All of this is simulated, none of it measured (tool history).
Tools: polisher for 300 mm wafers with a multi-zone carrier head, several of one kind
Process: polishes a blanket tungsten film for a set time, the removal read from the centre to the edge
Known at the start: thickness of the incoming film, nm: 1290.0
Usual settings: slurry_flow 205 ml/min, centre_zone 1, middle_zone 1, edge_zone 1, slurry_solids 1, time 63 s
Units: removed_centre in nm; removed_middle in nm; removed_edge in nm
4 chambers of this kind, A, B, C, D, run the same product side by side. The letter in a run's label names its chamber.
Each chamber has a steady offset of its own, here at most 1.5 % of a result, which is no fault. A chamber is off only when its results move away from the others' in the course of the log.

| run | hour | slurry_flow | centre_zone | middle_zone | edge_zone | slurry_solids | time | wafers polished on this pad | hours since the slurry nozzle was cleaned | hours since the centre zone pressure was calibrated | hours since the edge zone pressure was calibrated | removed_centre | removed_middle | removed_edge |
|---|---|---|---|---|---|---|---|---|---|---|---|---|---|---|
| 1B | 4.7 | 205 | 1 | 1 | 1 | 1 | 63 | 613 | 312.2 | 609.3 | 78.1 | 440.57 | 447.5 | 442.52 |
|  | 5.2 | chamber B: worn pad replaced by a new one |
| 2A | 12.2 | 205 | 1 | 1 | 1 | 1 | 63 | 825 | 263.3 | 670.6 | 503.1 | 442.13 | 438.55 | 446.85 |
|  | 14.3 | chamber C: worn pad replaced by a new one |
| 3D | 17.2 | 205 | 1 | 1 | 1 | 1 | 63 | 232 | 230.9 | 400.9 | 604.4 | 445.33 | 453.74 | 450.54 |
| 4C | 26.2 | 205 | 1 | 1 | 1 | 1 | 63 | 130 | 474.6 | 463.6 | 428.7 | 443.11 | 451.83 | 443.46 |
|  | 31.4 | chamber A: centre zone pressure recalibrated |
| 5D | 31.5 | 205 | 1 | 1 | 1 | 1 | 63 | 388 | 245.2 | 415.2 | 618.7 | 446.95 | 438.43 | 445.66 |
| 6A | 39.1 | 205 | 1 | 1 | 1 | 1 | 63 | 1118 | 290.2 | 7.7 | 530 | 449.63 | 444.92 | 452.06 |
| 7C | 44 | 205 | 1 | 1 | 1 | 1 | 63 | 324 | 492.4 | 481.4 | 446.5 | 448.91 | 443.46 | 441.84 |
|  | 49.3 | chamber B: centre zone pressure recalibrated |
| 8B | 50.1 | 205 | 1 | 1 | 0.9 | 1 | 63 | 489 | 357.6 | 0.9 | 123.5 | 442.99 | 455.21 | 418.56 |
|  | 52.1 | chamber C: slurry nozzle cleaned |
| 9A | 56.2 | 205 | 1 | 1 | 0.9 | 1 | 63 | 1304 | 307.3 | 24.8 | 547.1 | 441.47 | 452.52 | 425.84 |
|  | 56.6 | chamber B: worn pad replaced by a new one |
|  | 60 | chamber A: worn pad replaced by a new one |
| 10B | 61.9 | 205 | 1 | 1 | 0.9 | 1 | 63 | 58 | 369.4 | 12.7 | 135.3 | 446.92 | 447.75 | 433.74 |
| 11C | 66.4 | 205 | 1 | 1 | 0.9 | 1 | 63 | 568 | 14.3 | 503.8 | 468.9 | 451.21 | 443.44 | 418.94 |
| 12D | 74.9 | 205 | 1 | 1 | 1 | 1 | 63 | 861 | 288.6 | 458.6 | 662.1 | 446.59 | 447.67 | 450.19 |
| 13B | 81.4 | 205 | 1 | 1 | 1 | 1 | 63 | 270 | 388.9 | 32.2 | 154.8 | 446.52 | 453.13 | 445.02 |
| 14D | 86 | 205 | 1 | 1 | 1 | 1 | 63 | 982 | 299.7 | 469.7 | 673.2 | 453.55 | 443.83 | 463.99 |
| 15C | 93.3 | 205 | 1 | 1 | 1 | 1 | 63 | 861 | 41.2 | 530.7 | 495.8 | 446.14 | 455.26 | 440.87 |
| 16A | 98.7 | 205 | 1 | 1 | 1 | 1 | 63 | 421 | 349.8 | 67.3 | 589.6 | 456.99 | 454.66 | 445.16 |
|  | 101.8 | chamber B: worn pad replaced by a new one |
|  | 104.6 | chamber C: worn pad replaced by a new one |
|  | 104.6 | chamber D: worn pad replaced by a new one |
| 17A | 105.2 | 205 | 1 | 1 | 1 | 1 | 63 | 492 | 356.3 | 73.8 | 596.1 | 449.64 | 443.22 | 449.87 |
| 18B | 113 | 205 | 1 | 1 | 1 | 1 | 63 | 122 | 420.5 | 63.8 | 186.4 | 449.48 | 453.4 | 459.99 |
| 19C | 119.6 | 240 | 1 | 1 | 0.89 | 1 | 63 | 164 | 67.5 | 557 | 522.1 | 460.41 | 466.81 | 430.4 |
| 20D | 125.1 | 240 | 1 | 1 | 0.89 | 1 | 63 | 223 | 338.8 | 508.8 | 712.3 | 454.43 | 454.29 | 440.08 |
| 21D | 132.3 | 240 | 1 | 1 | 0.89 | 1 | 63 | 302 | 346 | 516 | 719.5 | 460.85 | 454.19 | 430.27 |
| 22C | 139 | 240 | 1 | 1 | 0.89 | 1 | 63 | 375 | 86.9 | 576.4 | 541.5 | 458.08 | 465.55 | 435.9 |
| 23B | 148 | 205 | 1 | 1 | 1 | 1 | 63 | 504 | 455.5 | 98.8 | 221.4 | 445.11 | 444.31 | 452.02 |
| 24A | 154.1 | 205 | 1 | 1 | 1 | 1 | 63 | 1025 | 405.2 | 122.7 | 645 | 450.19 | 439.87 | 452.76 |
|  | 156.6 | chamber B: worn pad replaced by a new one |
| 25B | 159 | 205 | 1 | 1.04 | 1.05 | 1 | 63 | 27 | 466.5 | 109.8 | 232.4 | 451.88 | 463.95 | 476.9 |
|  | 160.2 | chamber C: centre zone pressure recalibrated |
| 26C | 164.6 | 205 | 1 | 1.04 | 1.05 | 1 | 63 | 654 | 112.5 | 4.4 | 567.1 | 457.67 | 460.63 | 470.44 |
| 27D | 169.1 | 205 | 1 | 1.04 | 1.05 | 1 | 63 | 703 | 382.8 | 552.8 | 756.3 | 456.57 | 462.29 | 452.44 |
|  | 172.3 | chamber A: worn pad replaced by a new one |
| 28A | 175.2 | 205 | 1 | 1.04 | 1.05 | 1 | 63 | 32 | 426.3 | 143.8 | 666.1 | 440.29 | 453.93 | 447.7 |
| 29A | 181 | 205 | 1 | 1 | 1 | 1 | 63 | 95 | 432.1 | 149.6 | 671.9 | 449.39 | 444.1 | 454.83 |
| 30D | 187.1 | 205 | 0.89 | 1 | 1 | 1 | 63 | 899 | 400.8 | 570.8 | 774.3 | 404.78 | 440.09 | 443.71 |
|  | 191 | chamber C: worn pad replaced by a new one |
|  | 191.7 | chamber B: slurry nozzle cleaned |
| 31C | 194.9 | 205 | 0.89 | 1 | 1 | 1 | 63 | 42 | 142.8 | 34.7 | 597.4 | 398.49 | 451.84 | 449.51 |
| 32B | 203.7 | 205 | 0.89 | 1 | 1 | 1 | 63 | 514 | 12 | 154.5 | 277.1 | 384.18 | 449.1 | 458.85 |
|  | 204.9 | chamber B: worn pad replaced by a new one |
| 33B | 209.1 | 205 | 0.89 | 1 | 1 | 1 | 63 | 45 | 17.4 | 159.9 | 282.5 | 393.92 | 454.74 | 447.43 |
|  | 211.4 | chamber D: worn pad replaced by a new one |
| 34D | 217.8 | 205 | 1 | 1 | 1 | 1 | 63 | 69 | 431.5 | 601.5 | 805 | 475.55 | 439.8 | 446.44 |
| 35C | 223.6 | 205 | 1 | 1 | 1 | 1 | 63 | 355 | 171.5 | 63.4 | 626.1 | 456.54 | 455.97 | 449.36 |
| 36A | 232.4 | 205 | 1.09 | 1 | 1.05 | 1 | 63 | 655 | 483.5 | 201 | 723.3 | 485.51 | 442.58 | 460.54 |
|  | 239.2 | chamber A: slurry nozzle cleaned |
| 37C | 241.3 | 205 | 1.09 | 1 | 1.05 | 1 | 63 | 548 | 189.2 | 81.1 | 643.8 | 490.95 | 461.63 | 456.64 |
| 38B | 248.3 | 205 | 1.09 | 1 | 1.05 | 1 | 63 | 472 | 56.6 | 199.1 | 321.7 | 486.55 | 458.2 | 463.18 |
| 39A | 254.8 | 205 | 1.09 | 1 | 1.05 | 1 | 63 | 899 | 15.7 | 223.4 | 745.7 | 502.31 | 451.67 | 470.43 |
| 40D | 262.8 | 205 | 1 | 1 | 1 | 1 | 63 | 560 | 476.5 | 646.5 | 850 | 492.4 | 450.13 | 436.72 |

Next, every chamber runs the same settings. What will each give?
| 41A | 269.4 | 205 | 1 | 1 | 0.93 | 1 | 63 |  |  |  |  | ? | ? | ? |
| 41B | 269.4 | 205 | 1 | 1 | 0.93 | 1 | 63 |  |  |  |  | ? | ? | ? |
| 41C | 269.4 | 205 | 1 | 1 | 0.93 | 1 | 63 |  |  |  |  | ? | ? | ? |
| 41D | 269.4 | 205 | 1 | 1 | 0.93 | 1 | 63 |  |  |  |  | ? | ? | ? |

| run | removed_centre | removed_middle | removed_edge |
|---|---|---|---|
| 41A | 441.04 | 456.91 | 426.3 |
| 41B | 438.44 | 458.08 | 434.18 |
| 41C | 452.29 | 451.55 | 430.91 |
| 41D | 498.23 | 444.46 | 431.75 |

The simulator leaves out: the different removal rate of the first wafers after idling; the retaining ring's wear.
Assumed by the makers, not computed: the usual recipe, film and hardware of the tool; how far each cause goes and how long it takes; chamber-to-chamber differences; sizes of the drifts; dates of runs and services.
